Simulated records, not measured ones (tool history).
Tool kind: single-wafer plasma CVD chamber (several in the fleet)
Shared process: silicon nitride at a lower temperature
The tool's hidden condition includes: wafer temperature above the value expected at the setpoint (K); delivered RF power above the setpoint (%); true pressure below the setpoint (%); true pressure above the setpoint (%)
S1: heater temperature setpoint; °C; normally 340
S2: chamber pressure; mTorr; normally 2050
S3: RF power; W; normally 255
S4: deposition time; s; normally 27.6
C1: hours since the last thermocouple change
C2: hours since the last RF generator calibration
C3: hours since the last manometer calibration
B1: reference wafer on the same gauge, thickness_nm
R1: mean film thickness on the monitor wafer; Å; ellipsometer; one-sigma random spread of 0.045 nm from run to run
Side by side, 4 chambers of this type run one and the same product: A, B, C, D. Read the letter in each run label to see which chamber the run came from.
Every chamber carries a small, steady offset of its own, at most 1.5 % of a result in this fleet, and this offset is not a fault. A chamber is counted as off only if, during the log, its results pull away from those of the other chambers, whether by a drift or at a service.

run	day	S1	S2	S3	S4	C1	C2	C3	B1	R1
1B	0.283	340	2050	255	27.6	1654.5	639.1	1879.3	25.295	310.21
2D	0.508	340	2050	255	27.6	2235.7	1305	572.4	25.292	309.32
3A	0.812	340	2050	255	27.6	1410.9	301.6	832.6	25.286	312.15
4C	1.154	340	2050	255	27.6	398	47.5	2437	25.272	314.18
5D	1.375	340	2050	255	27.6	2256.5	1325.8	593.2	25.283	308.79
6C	1.558	340	2050	255	27.6	407.7	57.2	2446.7	25.276	314.41
7B	1.775	346	2050	275	27.6	1690.3	674.9	1915.1	25.263	327.34
8A	2.075	346	2050	275	27.6	1441.2	331.9	862.9	25.279	328.43
9D	2.271	346	2050	275	27.6	2278	1347.3	614.7	25.27	325.18
10C	2.529	346	2050	275	27.6	431	80.5	2470	25.254	330.77
11B	2.733	340	2050	255	27.6	1713.3	697.9	1938.1	25.253	311.3
12A	2.942	340	2050	255	27.6	1462	352.7	883.7	25.253	312.79
13D	3.154	340	2050	255	24.3	2299.2	1368.5	635.9	25.264	271.64
14C	3.479	340	2050	255	24.3	453.8	103.3	2492.8	25.246	276.48
# day 3.7: chamber B: capacitance manometer re-zeroed and calibrated
15B	3.725	340	2050	255	24.3	1737.1	721.7	0.6	25.248	273.39
16A	4.012	340	2050	255	24.3	1487.7	378.4	909.4	25.236	275.36
17D	4.279	340	2050	255	27.6	2326.2	1395.5	662.9	25.235	308.79
18B	4.529	340	2050	255	27.6	1756.4	741	19.9	25.229	309.77
19A	4.817	340	2050	255	27.6	1507	397.7	928.7	25.238	312.41
20C	5.129	340	2050	255	27.6	493.4	142.9	2532.4	25.216	314.13
21D	5.462	340	2050	255	27.6	2354.6	1423.9	691.3	25.225	308.24
22C	5.796	340	2050	255	27.6	509.4	158.9	2548.4	25.21	313.55
23B	6.038	340	2050	255	27.6	1792.6	777.2	56.1	25.216	310.34
# day 6.142: chamber D: thermocouple changed; heater temperature recalibrated
24A	6.242	340	2050	255	27.6	1541.2	431.9	962.9	25.215	311.72
25A	6.442	340	2050	255	27.6	1546	436.7	967.7	25.199	312.07
26C	6.779	340	2050	255	32.9	533	182.5	2572	25.207	372.88
27D	7.108	340	2050	255	32.9	23.2	1463.4	730.8	25.19	367.11
# day 7.296: chamber B: thermocouple changed; heater temperature recalibrated
28B	7.35	340	2050	255	32.9	1.4	808.7	87.6	25.186	368.69
29B	7.5	340	2050	255	32.9	5	812.3	91.2	25.194	369.23
30D	7.75	340	2050	255	27.6	38.6	1478.8	746.2	25.179	307.13
31A	8.008	340	2050	255	27.6	1583.6	474.3	1005.3	25.181	311.24
32C	8.192	340	2050	255	27.6	566.9	216.4	2605.9	25.177	313.67
33B	8.496	340	2050	235	27.6	28.9	836.2	115.1	25.187	291.59
34A	8.746	340	2050	235	27.6	1601.3	492	1023	25.175	293.82
35C	8.979	340	2050	235	27.6	585.8	235.3	2624.8	25.16	294.57
36D	9.225	340	2050	235	27.6	74	1514.2	781.6	25.157	290.92
37A	9.529	340	2050	255	27.6	1620.1	510.8	1041.8	25.166	311.24
38B	9.8	340	2050	255	27.6	60.2	867.5	146.4	25.148	309.29

Is one chamber out of step, is the gauge drifting, or do the chambers differ by no more than their own small offsets? For an off chamber, give its letter and the likeliest cause.

The shared gauge is drifting. All chambers look as if they move in step, but none is off.
Cause: gauge reads low (%) = 0.599.
